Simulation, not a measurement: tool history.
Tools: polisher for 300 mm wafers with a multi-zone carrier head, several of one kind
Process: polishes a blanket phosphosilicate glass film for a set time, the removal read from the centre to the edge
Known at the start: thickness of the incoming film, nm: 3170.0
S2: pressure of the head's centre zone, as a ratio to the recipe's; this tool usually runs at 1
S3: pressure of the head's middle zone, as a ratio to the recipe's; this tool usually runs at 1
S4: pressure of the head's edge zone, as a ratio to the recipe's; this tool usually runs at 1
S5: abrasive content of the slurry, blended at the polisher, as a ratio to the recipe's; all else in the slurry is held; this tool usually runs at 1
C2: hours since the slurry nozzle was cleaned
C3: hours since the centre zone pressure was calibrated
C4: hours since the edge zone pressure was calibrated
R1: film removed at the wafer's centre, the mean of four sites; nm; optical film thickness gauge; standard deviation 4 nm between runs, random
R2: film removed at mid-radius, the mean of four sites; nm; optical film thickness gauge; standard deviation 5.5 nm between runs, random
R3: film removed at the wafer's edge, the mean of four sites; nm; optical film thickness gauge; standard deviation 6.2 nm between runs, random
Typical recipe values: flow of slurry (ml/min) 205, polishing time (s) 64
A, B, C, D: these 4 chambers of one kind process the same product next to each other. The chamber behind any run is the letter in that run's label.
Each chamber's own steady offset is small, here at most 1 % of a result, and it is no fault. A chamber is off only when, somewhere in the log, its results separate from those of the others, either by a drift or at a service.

{"hour": 5.3, "done": "chamber B: worn pad replaced by a new one"}
{"run": "1D", "hour": 12.3, "flow of slurry (ml/min)": 205, "S2": 1, "S3": 1, "S4": 1, "S5": 1, "polishing time (s)": 64, "wafers polished on this pad": 133, "C2": 96.7, "C3": 64.4, "C4": 374.4, "R1": 438.62, "R2": 444.35, "R3": 441.65}
{"run": "2C", "hour": 22.7, "flow of slurry (ml/min)": 205, "S2": 1, "S3": 1, "S4": 1, "S5": 1, "polishing time (s)": 64, "wafers polished on this pad": 244, "C2": 461.8, "C3": 740.5, "C4": 176.2, "R1": 441.73, "R2": 442.54, "R3": 443.99}
{"run": "3B", "hour": 29.1, "flow of slurry (ml/min)": 205, "S2": 1, "S3": 1, "S4": 1, "S5": 1, "polishing time (s)": 64, "wafers polished on this pad": 239, "C2": 73.5, "C3": 878.5, "C4": 1119.7, "R1": 440.19, "R2": 454.16, "R3": 434.42}
{"run": "4A", "hour": 38.0, "flow of slurry (ml/min)": 205, "S2": 1, "S3": 1, "S4": 1, "S5": 1, "polishing time (s)": 64, "wafers polished on this pad": 668, "C2": 162.9, "C3": 403.7, "C4": 1087.7, "R1": 445.21, "R2": 439.73, "R3": 444.01}
{"run": "5B", "hour": 46.0, "flow of slurry (ml/min)": 205, "S2": 1, "S3": 1, "S4": 1, "S5": 1, "polishing time (s)": 64, "wafers polished on this pad": 408, "C2": 90.4, "C3": 895.4, "C4": 1136.6, "R1": 443.6, "R2": 439.84, "R3": 435.64}
{"run": "6D", "hour": 53.1, "flow of slurry (ml/min)": 205, "S2": 1, "S3": 1, "S4": 1, "S5": 1, "polishing time (s)": 64, "wafers polished on this pad": 542, "C2": 137.5, "C3": 105.2, "C4": 415.2, "R1": 444.88, "R2": 444.06, "R3": 437.75}
{"run": "7A", "hour": 63.4, "flow of slurry (ml/min)": 205, "S2": 1, "S3": 1, "S4": 1, "S5": 1, "polishing time (s)": 64, "wafers polished on this pad": 922, "C2": 188.3, "C3": 429.1, "C4": 1113.1, "R1": 449.41, "R2": 446.01, "R3": 445.02}
{"hour": 73.4, "done": "chamber B: worn pad replaced by a new one"}
{"run": "8C", "hour": 75.5, "flow of slurry (ml/min)": 205, "S2": 1, "S3": 1, "S4": 1, "S5": 1, "polishing time (s)": 64, "wafers polished on this pad": 774, "C2": 514.6, "C3": 793.3, "C4": 229, "R1": 446.13, "R2": 447.42, "R3": 451.97}
{"run": "9D", "hour": 83.7, "flow of slurry (ml/min)": 205, "S2": 1, "S3": 1, "S4": 1, "S5": 1, "polishing time (s)": 64, "wafers polished on this pad": 849, "C2": 168.1, "C3": 135.8, "C4": 445.8, "R1": 444.45, "R2": 443.82, "R3": 442.18}
{"run": "10B", "hour": 97.1, "flow of slurry (ml/min)": 205, "S2": 1, "S3": 1, "S4": 1, "S5": 1, "polishing time (s)": 64, "wafers polished on this pad": 238, "C2": 141.5, "C3": 946.5, "C4": 1187.7, "R1": 448.33, "R2": 444.93, "R3": 437.27}
{"run": "11C", "hour": 106.6, "flow of slurry (ml/min)": 205, "S2": 1, "S3": 1, "S4": 1, "S5": 1, "polishing time (s)": 64, "wafers polished on this pad": 1085, "C2": 545.7, "C3": 824.4, "C4": 260.1, "R1": 436.43, "R2": 439, "R3": 445.2}
{"run": "12A", "hour": 119.8, "flow of slurry (ml/min)": 160, "S2": 1, "S3": 0.96, "S4": 1, "S5": 1, "polishing time (s)": 64, "wafers polished on this pad": 1488, "C2": 244.7, "C3": 485.5, "C4": 1169.5, "R1": 421.54, "R2": 405.51, "R3": 424.03}
{"run": "13A", "hour": 131.6, "flow of slurry (ml/min)": 160, "S2": 1, "S3": 0.96, "S4": 1, "S5": 1, "polishing time (s)": 64, "wafers polished on this pad": 1606, "C2": 256.5, "C3": 497.3, "C4": 1181.3, "R1": 417.58, "R2": 413.17, "R3": 415.94}
{"run": "14D", "hour": 139.7, "flow of slurry (ml/min)": 160, "S2": 1, "S3": 0.96, "S4": 1, "S5": 1, "polishing time (s)": 64, "wafers polished on this pad": 1411, "C2": 224.1, "C3": 191.8, "C4": 501.8, "R1": 419.24, "R2": 410.23, "R3": 425.16}
{"hour": 145.9, "done": "chamber B: edge zone pressure recalibrated"}
{"run": "15B", "hour": 149.2, "flow of slurry (ml/min)": 160, "S2": 1, "S3": 0.96, "S4": 1, "S5": 1, "polishing time (s)": 64, "wafers polished on this pad": 760, "C2": 193.6, "C3": 998.6, "C4": 3.3, "R1": 423.94, "R2": 404.04, "R3": 429.98}
{"hour": 153.7, "done": "chamber D: worn pad replaced by a new one"}
{"hour": 155.6, "done": "chamber B: worn pad replaced by a new one"}
{"run": "16C", "hour": 156.6, "flow of slurry (ml/min)": 205, "S2": 1, "S3": 1, "S4": 1, "S5": 1, "polishing time (s)": 64, "wafers polished on this pad": 1587, "C2": 595.7, "C3": 874.4, "C4": 310.1, "R1": 451.76, "R2": 440.38, "R3": 458.93}
{"hour": 157.7, "done": "chamber C: worn pad replaced by a new one"}
{"hour": 157.7, "done": "chamber A: slurry nozzle cleaned"}
{"hour": 162.9, "done": "chamber D: slurry nozzle cleaned"}
{"run": "17B", "hour": 163.2, "flow of slurry (ml/min)": 205, "S2": 1, "S3": 0.94, "S4": 1, "S5": 1, "polishing time (s)": 74, "wafers polished on this pad": 77, "C2": 207.6, "C3": 1012.6, "C4": 17.3, "R1": 513.18, "R2": 497.21, "R3": 514.87}
{"run": "18C", "hour": 173.6, "flow of slurry (ml/min)": 205, "S2": 1, "S3": 0.94, "S4": 1, "S5": 1, "polishing time (s)": 74, "wafers polished on this pad": 159, "C2": 612.7, "C3": 891.4, "C4": 327.1, "R1": 511.47, "R2": 479.09, "R3": 509.7}
{"run": "19A", "hour": 180.8, "flow of slurry (ml/min)": 205, "S2": 1, "S3": 0.94, "S4": 1, "S5": 1, "polishing time (s)": 74, "wafers polished on this pad": 2100, "C2": 23.1, "C3": 546.5, "C4": 1230.5, "R1": 503.75, "R2": 474.79, "R3": 492.1}
{"hour": 182.1, "done": "chamber A: edge zone pressure recalibrated"}
{"run": "20D", "hour": 189.2, "flow of slurry (ml/min)": 205, "S2": 1, "S3": 0.94, "S4": 1, "S5": 1, "polishing time (s)": 74, "wafers polished on this pad": 356, "C2": 26.3, "C3": 241.3, "C4": 551.3, "R1": 518.71, "R2": 480.23, "R3": 500.47}
{"hour": 191.1, "done": "chamber C: slurry nozzle cleaned"}
{"run": "21A", "hour": 199.0, "flow of slurry (ml/min)": 235, "S2": 1, "S3": 1, "S4": 1.06, "S5": 1, "polishing time (s)": 64, "wafers polished on this pad": 2282, "C2": 41.3, "C3": 564.7, "C4": 17, "R1": 450.38, "R2": 446.53, "R3": 467.61}
{"run": "22B", "hour": 205.7, "flow of slurry (ml/min)": 235, "S2": 1, "S3": 1, "S4": 1.06, "S5": 1, "polishing time (s)": 64, "wafers polished on this pad": 503, "C2": 250.1, "C3": 1055.1, "C4": 59.8, "R1": 450.44, "R2": 446.02, "R3": 453.14}
{"run": "23C", "hour": 211.7, "flow of slurry (ml/min)": 235, "S2": 1, "S3": 1, "S4": 1.06, "S5": 1, "polishing time (s)": 64, "wafers polished on this pad": 541, "C2": 20.6, "C3": 929.5, "C4": 365.2, "R1": 451.06, "R2": 455.9, "R3": 473.3}
{"run": "24D", "hour": 218.1, "flow of slurry (ml/min)": 235, "S2": 1, "S3": 1, "S4": 1.06, "S5": 1, "polishing time (s)": 64, "wafers polished on this pad": 646, "C2": 55.2, "C3": 270.2, "C4": 580.2, "R1": 456.94, "R2": 454.6, "R3": 460.57}
{"run": "25C", "hour": 229.8, "flow of slurry (ml/min)": 205, "S2": 1, "S3": 1, "S4": 1, "S5": 1, "polishing time (s)": 64, "wafers polished on this pad": 723, "C2": 38.7, "C3": 947.6, "C4": 383.3, "R1": 448.29, "R2": 444.27, "R3": 452.1}
{"run": "26B", "hour": 236.8, "flow of slurry (ml/min)": 205, "S2": 1, "S3": 1, "S4": 0.95, "S5": 1, "polishing time (s)": 64, "wafers polished on this pad": 815, "C2": 281.2, "C3": 1086.2, "C4": 90.9, "R1": 434.27, "R2": 433.68, "R3": 426.39}
{"hour": 244.1, "done": "chamber B: worn pad replaced by a new one"}
{"run": "27D", "hour": 245.0, "flow of slurry (ml/min)": 205, "S2": 1, "S3": 1, "S4": 0.95, "S5": 1, "polishing time (s)": 64, "wafers polished on this pad": 916, "C2": 82.1, "C3": 297.1, "C4": 607.1, "R1": 447.48, "R2": 432.4, "R3": 438.27}
{"run": "28A", "hour": 251.2, "flow of slurry (ml/min)": 205, "S2": 1, "S3": 1, "S4": 0.95, "S5": 1, "polishing time (s)": 64, "wafers polished on this pad": 2806, "C2": 93.5, "C3": 616.9, "C4": 69.2, "R1": 424.02, "R2": 426.39, "R3": 409.35}
{"run": "29D", "hour": 260.5, "flow of slurry (ml/min)": 205, "S2": 1, "S3": 1, "S4": 0.95, "S5": 1, "polishing time (s)": 64, "wafers polished on this pad": 1071, "C2": 97.6, "C3": 312.6, "C4": 622.6, "R1": 444.37, "R2": 454.42, "R3": 428.11}
{"run": "30C", "hour": 269.1, "flow of slurry (ml/min)": 205, "S2": 1, "S3": 1, "S4": 1, "S5": 1, "polishing time (s)": 64, "wafers polished on this pad": 1117, "C2": 78, "C3": 986.9, "C4": 422.6, "R1": 436.22, "R2": 432.31, "R3": 446.01}
{"run": "31A", "hour": 279.9, "flow of slurry (ml/min)": 205, "S2": 1, "S3": 1, "S4": 1, "S5": 1, "polishing time (s)": 64, "wafers polished on this pad": 3094, "C2": 122.2, "C3": 645.6, "C4": 97.9, "R1": 420.93, "R2": 429.78, "R3": 421.16}
{"hour": 283.8, "done": "chamber C: worn pad replaced by a new one"}
{"run": "32B", "hour": 293.5, "flow of slurry (ml/min)": 235, "S2": 1, "S3": 1, "S4": 0.89, "S5": 1, "polishing time (s)": 64, "wafers polished on this pad": 495, "C2": 337.9, "C3": 1142.9, "C4": 147.6, "R1": 449.87, "R2": 451.34, "R3": 421.12}
{"run": "33A", "hour": 306.0, "flow of slurry (ml/min)": 235, "S2": 1, "S3": 1, "S4": 0.89, "S5": 1, "polishing time (s)": 64, "wafers polished on this pad": 3355, "C2": 148.3, "C3": 671.7, "C4": 124, "R1": 426.03, "R2": 432.73, "R3": 400.61}
{"hour": 315.8, "done": "chamber D: worn pad replaced by a new one"}
{"run": "34B", "hour": 316.1, "flow of slurry (ml/min)": 235, "S2": 1, "S3": 1, "S4": 0.89, "S5": 1, "polishing time (s)": 64, "wafers polished on this pad": 722, "C2": 360.5, "C3": 1165.5, "C4": 170.2, "R1": 446.08, "R2": 453.65, "R3": 419.59}
{"run": "35C", "hour": 326.3, "flow of slurry (ml/min)": 235, "S2": 1, "S3": 1, "S4": 0.89, "S5": 1, "polishing time (s)": 64, "wafers polished on this pad": 426, "C2": 135.2, "C3": 1044.1, "C4": 479.8, "R1": 453.36, "R2": 456.02, "R3": 425.42}
{"run": "36D", "hour": 339.3, "flow of slurry (ml/min)": 205, "S2": 1, "S3": 1, "S4": 1, "S5": 1, "polishing time (s)": 64, "wafers polished on this pad": 236, "C2": 176.4, "C3": 391.4, "C4": 701.4, "R1": 442.17, "R2": 443.05, "R3": 443.53}
{"run": "37C", "hour": 346.7, "flow of slurry (ml/min)": 205, "S2": 1, "S3": 1, "S4": 1, "S5": 1, "polishing time (s)": 64, "wafers polished on this pad": 631, "C2": 155.6, "C3": 1064.5, "C4": 500.2, "R1": 442.95, "R2": 450.82, "R3": 451.72}
{"run": "38A", "hour": 360.5, "flow of slurry (ml/min)": 205, "S2": 1, "S3": 1.06, "S4": 1, "S5": 0.75, "polishing time (s)": 64, "wafers polished on this pad": 3902, "C2": 202.8, "C3": 726.2, "C4": 178.5, "R1": 361.97, "R2": 381.71, "R3": 368.7}

Which is it: a chamber that has drifted or been left off by a service, a gauge drift common to all chambers, or only each chamber's usual small offset? If a chamber is off, name it and its likeliest cause.

One chamber, A, drifts off from the rest bit by bit.
Cause: removal rate lost through wear of the pad, % = 6.46.

Here are 4 candidates for chamber A's next run, each the usual settings with a change, their results left as question marks. Which one brings its results back in line with what the others give on the usual settings?
A result is in line if it is within this distance of the other chambers' mean on the usual settings: R1 14 nm; R2 19 nm; R3 22 nm
{"run": "39A-1", "hour": 370.6, "flow of slurry (ml/min)": 205, "S2": 1, "S3": 1, "S4": 1, "S5": 1, "polishing time (s)": 60, "R1": "?", "R2": "?", "R3": "?"}
{"run": "39A-2", "hour": 370.6, "flow of slurry (ml/min)": 205, "S2": 0.99, "S3": 1, "S4": 1, "S5": 0.95, "polishing time (s)": 59, "R1": "?", "R2": "?", "R3": "?"}
{"run": "39A-3", "hour": 370.6, "flow of slurry (ml/min)": 205, "S2": 1.01, "S3": 1, "S4": 1, "S5": 1, "polishing time (s)": 68, "R1": "?", "R2": "?", "R3": "?"}
{"run": "39A-4", "hour": 370.6, "flow of slurry (ml/min)": 210, "S2": 1.01, "S3": 1, "S4": 1, "S5": 1.05, "polishing time (s)": 70, "R1": "?", "R2": "?", "R3": "?"}

Usual-settings mean across the other chambers: R1 443.25 nm; R2 443.41 nm; R3 442.26 nm
run=39A-1 R1=390.38 R2=394.28 R3=392.62
run=39A-2 R1=370.74 R2=378.6 R3=376.98
run=39A-3 R1=447.27 R2=446.83 R3=444.97
run=39A-4 R1=472.44 R2=471.78 R3=469.42
39A-3 puts the chamber back in line with the other chambers.

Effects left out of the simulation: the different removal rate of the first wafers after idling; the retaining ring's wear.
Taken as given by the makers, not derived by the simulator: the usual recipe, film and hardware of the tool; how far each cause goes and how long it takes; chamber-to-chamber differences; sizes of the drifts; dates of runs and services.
